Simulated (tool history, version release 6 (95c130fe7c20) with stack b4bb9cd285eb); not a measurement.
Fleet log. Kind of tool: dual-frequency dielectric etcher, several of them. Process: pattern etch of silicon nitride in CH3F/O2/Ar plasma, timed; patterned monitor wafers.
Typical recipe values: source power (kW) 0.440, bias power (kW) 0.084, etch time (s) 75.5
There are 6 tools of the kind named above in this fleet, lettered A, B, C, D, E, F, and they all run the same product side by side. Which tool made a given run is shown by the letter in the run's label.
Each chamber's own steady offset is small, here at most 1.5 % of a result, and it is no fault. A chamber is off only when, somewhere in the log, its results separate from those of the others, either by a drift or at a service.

run	day	source power (kW)	bias power (kW)	etch time (s)	hours since the last wet clean	hours since the last source power generator calibration	hours since the last bias power generator calibration	read-back reference wafer on the same gauge, depth_nm	mean etch depth across the wafer (Å)
1C	0.246	0.440	0.084	75.5	324.3	726.9	3699.1	54.917	576.80
2E	0.512	0.440	0.084	75.5	153.2	2114.0	2603.5	54.906	582.17
3D	0.838	0.440	0.084	75.5	39.5	1042.2	3177.3	54.867	575.98
4F	1.046	0.440	0.084	75.5	404.2	1583.8	879.9	54.845	582.23
5A	1.262	0.440	0.084	75.5	314.8	3369.7	1291.3	54.871	580.78
6B	1.496	0.440	0.084	75.5	38.1	1289.0	1358.4	54.866	584.85
# day 1.588: chamber C: wet clean of the chamber
7F	1.688	0.440	0.084	75.5	419.6	1599.2	895.3	54.861	580.93
8D	1.862	0.440	0.084	75.5	64.1	1066.8	3201.9	54.852	574.92
9B	2.054	0.440	0.084	75.5	51.5	1302.4	1371.8	54.826	584.51
10C	2.388	0.440	0.084	75.5	19.3	778.3	3750.5	54.806	576.77
11A	2.608	0.440	0.084	75.5	347.1	3402.0	1323.6	54.844	581.51
12E	2.896	0.380	0.084	88.0	210.4	2171.2	2660.7	54.809	640.53
# day 3.012: chamber F: wet clean of the chamber
13D	3.062	0.380	0.084	88.0	92.9	1095.6	3230.7	54.811	633.33
14C	3.283	0.380	0.084	88.0	40.8	799.8	3772.0	54.796	634.05
15B	3.533	0.380	0.084	88.0	87.0	1337.9	1407.3	54.770	642.76
16A	3.767	0.380	0.084	88.0	374.9	3429.8	1351.4	54.781	640.97
17E	4.075	0.380	0.084	88.0	238.7	2199.5	2689.0	54.749	642.37
18F	4.400	0.440	0.084	75.5	33.3	1664.3	960.4	54.752	579.50
19A	4.575	0.440	0.084	75.5	394.3	3449.2	1370.8	54.751	579.06
20D	4.888	0.440	0.084	75.5	136.7	1139.4	3274.5	54.715	575.87
21B	5.042	0.440	0.084	75.5	123.2	1374.1	1443.5	54.738	581.22
22E	5.396	0.440	0.084	75.5	270.4	2231.2	2720.7	54.722	580.34
23F	5.629	0.440	0.084	75.5	62.8	1693.8	989.9	54.713	579.34
24C	5.833	0.440	0.084	75.5	102.0	861.0	3833.2	54.703	574.55
25D	6.079	0.440	0.084	75.5	165.3	1168.0	3303.1	54.677	572.92
26E	6.438	0.440	0.084	75.5	295.4	2256.2	2745.7	54.663	581.05
27F	6.638	0.440	0.084	75.5	87.0	1718.0	1014.1	54.698	580.15
28B	6.892	0.440	0.084	75.5	167.6	1418.5	1487.9	54.679	580.74
29C	7.200	0.440	0.084	75.5	134.8	893.8	3866.0	54.663	574.80
30A	7.525	0.440	0.084	75.5	465.1	3520.0	1441.6	54.662	578.10
31E	7.821	0.440	0.084	75.5	328.6	2289.4	2778.9	54.646	579.32
32B	8.042	0.440	0.084	75.5	195.2	1446.1	1515.5	54.638	580.18
33C	8.304	0.440	0.084	75.5	161.3	920.3	3892.5	54.619	575.35
34F	8.546	0.440	0.084	75.5	132.8	1763.8	1059.9	54.604	578.78
35A	8.788	0.440	0.084	75.5	495.4	3550.3	1471.9	54.600	577.94
36D	8.983	0.440	0.084	75.5	235.0	1237.7	3372.8	54.615	571.68
37C	9.296	0.440	0.084	75.5	185.1	944.1	3916.3	54.585	573.23
38B	9.621	0.490	0.084	75.5	233.1	1484.0	1553.4	54.587	604.58
39F	9.896	0.490	0.084	75.5	165.2	1796.2	1092.3	54.539	603.39
# day 10.196: chamber E: wet clean of the chamber
40E	10.233	0.490	0.084	75.5	1.0	2347.3	2836.8	54.551	603.66

For the next run the whole fleet of 6 chambers uses the same settings. Give each chamber's results:
41A	10.492	0.440	0.068	75.5					?
41B	10.492	0.440	0.068	75.5					?
41C	10.492	0.440	0.068	75.5					?
41D	10.492	0.440	0.068	75.5					?
41E	10.492	0.440	0.068	75.5					?
41F	10.492	0.440	0.068	75.5					?

run	mean etch depth across the wafer (Å)
41A	538.13
41B	538.79
41C	532.14
41D	530.57
41E	539.19
41F	537.38
